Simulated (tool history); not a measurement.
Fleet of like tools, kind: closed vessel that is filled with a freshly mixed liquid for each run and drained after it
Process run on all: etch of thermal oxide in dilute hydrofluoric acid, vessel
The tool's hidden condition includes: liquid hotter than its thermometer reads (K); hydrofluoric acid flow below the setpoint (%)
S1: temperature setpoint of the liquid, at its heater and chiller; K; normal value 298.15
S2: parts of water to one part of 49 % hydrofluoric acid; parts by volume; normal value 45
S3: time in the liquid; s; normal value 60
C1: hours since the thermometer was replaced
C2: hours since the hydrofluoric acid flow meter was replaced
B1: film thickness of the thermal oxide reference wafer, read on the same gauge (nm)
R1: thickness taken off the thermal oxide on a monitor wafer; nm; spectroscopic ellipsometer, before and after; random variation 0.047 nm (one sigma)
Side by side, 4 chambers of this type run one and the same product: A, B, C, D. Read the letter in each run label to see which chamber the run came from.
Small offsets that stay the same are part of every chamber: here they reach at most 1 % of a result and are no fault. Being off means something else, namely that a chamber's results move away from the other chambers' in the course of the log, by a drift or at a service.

Run 1D, hour 12.1: usual settings; C1 1880.8; C2 628.6; B1 70.007. Result: R1 7.1163 nm.
Run 2B, hour 19.6: usual settings; C1 317.1; C2 205.2; B1 70.003. Result: R1 7.0563 nm.
Run 3C, hour 27.5: usual settings; C1 105.9; C2 754.9; B1 69.984. Result: R1 7.0637 nm.
Run 4A, hour 33.6: usual settings; C1 419; C2 2058.5; B1 69.972. Result: R1 6.9704 nm.
Run 5D, hour 42.7: usual settings; C1 1911.4; C2 659.2; B1 70.032. Result: R1 7.0447 nm.
Run 6C, hour 48.6: usual settings; C1 127; C2 776; B1 69.985. Result: R1 7.0699 nm.
Run 7B, hour 58.8: usual settings but S3 35 s; C1 356.3; C2 244.4; B1 69.999. Result: R1 4.0821 nm.
Run 8A, hour 65.3: usual settings but S3 35 s; C1 450.7; C2 2090.2; B1 70.013. Result: R1 4.1362 nm.
Run 9D, hour 75.1: usual settings but S3 35 s; C1 1943.8; C2 691.6; B1 69.978. Result: R1 4.1779 nm.
Run 10A, hour 86: usual settings but S3 35 s; C1 471.4; C2 2110.9; B1 69.959. Result: R1 4.1006 nm.
Run 11B, hour 95.1: usual settings; C1 392.6; C2 280.7; B1 70.028. Result: R1 7.0752 nm.
Run 12C, hour 107.6: usual settings; C1 186; C2 835; B1 69.999. Result: R1 7.088 nm.
Run 13B, hour 118.2: usual settings; C1 415.7; C2 303.8; B1 69.979. Result: R1 7.1696 nm.
Run 14D, hour 123.9: usual settings; C1 1992.6; C2 740.4; B1 70.039. Result: R1 7.0225 nm.
Run 15A, hour 133.3: usual settings; C1 518.7; C2 2158.2; B1 70.061. Result: R1 6.9638 nm.
Run 16C, hour 143.5: usual settings; C1 221.9; C2 870.9; B1 70.029. Result: R1 7.1567 nm.
Run 17C, hour 153.6: usual settings but S1 302.65 K, S3 90 s; C1 232; C2 881; B1 70.038. Result: R1 12.699 nm.
Run 18A, hour 159.5: usual settings but S1 302.65 K, S3 90 s; C1 544.9; C2 2184.4; B1 69.999. Result: R1 12.631 nm.
Run 19B, hour 170.2: usual settings but S1 302.65 K, S3 90 s; C1 467.7; C2 355.8; B1 69.979. Result: R1 12.984 nm.
Run 20D, hour 177.1: usual settings but S1 302.65 K, S3 90 s; C1 2045.8; C2 793.6; B1 69.977. Result: R1 12.577 nm.
Run 21B, hour 183.7: usual settings; C1 481.2; C2 369.3; B1 70.016. Result: R1 7.2819 nm.
Run 22A, hour 189.4: usual settings; C1 574.8; C2 2214.3; B1 69.97. Result: R1 7.0893 nm.
At hour 193.8: chamber A: hydrofluoric acid flow meter replaced.
Run 23D, hour 200: usual settings but S2 55 parts by volume, S3 90 s; C1 2068.7; C2 816.5; B1 69.968. Result: R1 8.5717 nm.
Run 24C, hour 210.7: usual settings but S2 55 parts by volume, S3 90 s; C1 289.1; C2 938.1; B1 69.984. Result: R1 8.5184 nm.
Run 25C, hour 218: usual settings but S2 55 parts by volume, S3 90 s; C1 296.4; C2 945.4; B1 70.015. Result: R1 8.5198 nm.
Run 26D, hour 224: usual settings but S2 55 parts by volume, S3 90 s; C1 2092.7; C2 840.5; B1 69.991. Result: R1 8.4489 nm.
Run 27B, hour 236.1: usual settings; C1 533.6; C2 421.7; B1 70.051. Result: R1 7.4624 nm.
Run 28A, hour 241.6: usual settings; C1 627; C2 47.8; B1 69.969. Result: R1 7.0959 nm.
Run 29A, hour 249.6: usual settings; C1 635; C2 55.8; B1 70.006. Result: R1 7.0809 nm.
Run 30B, hour 262.3: usual settings; C1 559.8; C2 447.9; B1 69.999. Result: R1 7.4213 nm.
Run 31D, hour 268: usual settings; C1 2136.7; C2 884.5; B1 70.032. Result: R1 7.118 nm.
Run 32C, hour 275: usual settings but S1 301.15 K, S3 35 s; C1 353.4; C2 1002.4; B1 69.981. Result: R1 4.6605 nm.
Run 33C, hour 287.2: usual settings but S1 301.15 K, S3 35 s; C1 365.6; C2 1014.6; B1 70.023. Result: R1 4.6698 nm.

Each of the 4 chambers runs these same settings next. Fill in every chamber's results:
Run 34A, hour 296.3: usual settings. Result: R1 ?.
Run 34B, hour 296.3: usual settings. Result: R1 ?.
Run 34C, hour 296.3: usual settings. Result: R1 ?.
Run 34D, hour 296.3: usual settings. Result: R1 ?.

run      R1
34A  7.0458
34B   7.579
34C  7.1514
34D  7.1634
